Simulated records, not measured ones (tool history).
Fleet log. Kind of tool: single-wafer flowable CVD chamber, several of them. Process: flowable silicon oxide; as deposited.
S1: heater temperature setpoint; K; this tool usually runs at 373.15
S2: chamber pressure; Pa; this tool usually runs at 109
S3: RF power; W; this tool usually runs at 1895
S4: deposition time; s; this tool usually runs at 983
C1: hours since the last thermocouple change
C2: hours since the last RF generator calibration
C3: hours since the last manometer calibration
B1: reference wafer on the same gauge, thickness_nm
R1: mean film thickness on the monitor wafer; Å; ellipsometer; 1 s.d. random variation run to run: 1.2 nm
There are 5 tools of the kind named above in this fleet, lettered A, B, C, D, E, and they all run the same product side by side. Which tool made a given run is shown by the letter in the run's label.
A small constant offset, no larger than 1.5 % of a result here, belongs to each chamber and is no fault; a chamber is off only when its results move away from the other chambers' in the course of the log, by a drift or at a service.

run     day      S1   S2    S3    S4      C1      C2      C3      B1      R1
 1B   0.592  373.15  109  1895   983   484.5  1113.5  1231.6  705.08  6004.2
 2C   1.004  373.15  109  1895   983  2050.3     139  1992.6  704.68  6074.2
 3A    1.55  373.15  109  1895   983  1837.7   753.9   967.3  704.73  6081.5
 4E   1.917  373.15  109  1895   983   393.3    1057  2253.3  705.05  6024.5
 5D   2.362  373.15  109  1895   983  1237.5  1113.5   585.2  705.04  6167.9
 6C   2.817  373.15  109  1895   983  2093.8   182.5  2036.1  705.17    6054
 7B   3.142  373.15  109  1895   983   545.7  1174.7  1292.8  704.91  6048.6
 8E   3.546  373.15  109  1895   983   432.4  1096.1  2292.4  704.97  6051.9
 9A   3.996  373.15  109  1895   983  1896.4   812.6    1026  705.21  6042.9
          4  -- chamber D: thermocouple changed; heater temperature recalibrated
10D   4.271  373.15  109  1895   983     6.5  1159.3     631  705.23  6164.5
11C   4.758  373.15  109  1895   983  2140.4   229.1  2082.7  704.98  6049.4
12B   5.371  373.15  109  1895   983   599.2  1228.2  1346.3  704.95  6032.3
13A   5.971  373.15  109  1895   983  1943.8     860  1073.4   705.2  6074.1
      6.604  -- chamber A: thermocouple changed; heater temperature recalibrated
14E   6.608  373.15  109  1895   983   505.9  1169.6  2365.9  704.84  6046.5
15D   7.183  373.15  109  1895   983    76.4  1229.2   700.9  705.26    6170
      7.688  -- chamber A: RF generator calibrated
16B   7.775  373.15  109  1895   983   656.9  1285.9    1404  704.43  6032.3
17C   8.192  373.15  109  1895   983  2222.8   311.5  2165.1  704.97  6060.4
      8.417  -- chamber E: capacitance manometer re-zeroed and calibrated
18E   8.625  373.15  109  1895   983   554.3    1218       5  705.28  6036.1
19A   9.133  373.15  109  1895   983    60.7    34.8  1149.3  704.99  6062.7
20D   9.746  373.15  109  1895   983   137.9  1290.7   762.4  704.69  6160.5
21B  10.175  373.15  109  1895   983   714.5  1343.5  1461.6  704.81  6019.7
22C  10.658  386.15  109  1895  1158    2282   370.7  2224.3  704.86  4623.2
23E  11.054  386.15  109  1895  1158   612.6  1276.3    63.3  705.08    4651
24D  11.396  386.15  109  1895  1158   177.5  1330.3     802  704.63  4749.3
25A  11.892  386.15  109  1895  1158   126.9     101  1215.5  705.03  4655.6
26A  12.275  386.15  109  1895  1158   136.1   110.2  1224.7  704.72  4663.7
27E  12.725  373.15  109  1895   983   652.7  1316.4   103.4  705.33  6035.4
28B  13.296  373.15  109  1895   983   789.4  1418.4  1536.5  705.01  6017.9
29C  13.762  373.15  109  1895   983  2356.5   445.2  2298.8  704.68  6076.9
30D    14.4  365.15  109  1895   983   249.6  1402.4   874.1  704.85  8009.6
31B  14.971  365.15  109  1895   983   829.6  1458.6  1576.7  705.03  7850.3
32D  15.512  365.15  109  1895   983   276.3  1429.1   900.8  705.11  8038.3
33E      16  365.15  109  1895   983   731.3    1395     182  705.22  7840.1
34A  16.596  365.15  109  1895   983   239.8   213.9  1328.4  705.05  7933.7
35C    17.1  373.15  109  1895   983  2436.6   525.3  2378.9  704.88  6071.3

Predict what each chamber gives when all 5 of them run the settings below next.
36A  17.558  373.15  109  1895  983                   ?
36B  17.558  373.15  109  1895  983                   ?
36C  17.558  373.15  109  1895  983                   ?
36D  17.558  373.15  109  1895  983                   ?
36E  17.558  373.15  109  1895  983                   ?

run      R1
36A  6090.3
36B  6037.4
36C  6055.8
36D  6166.4
36E  6031.9
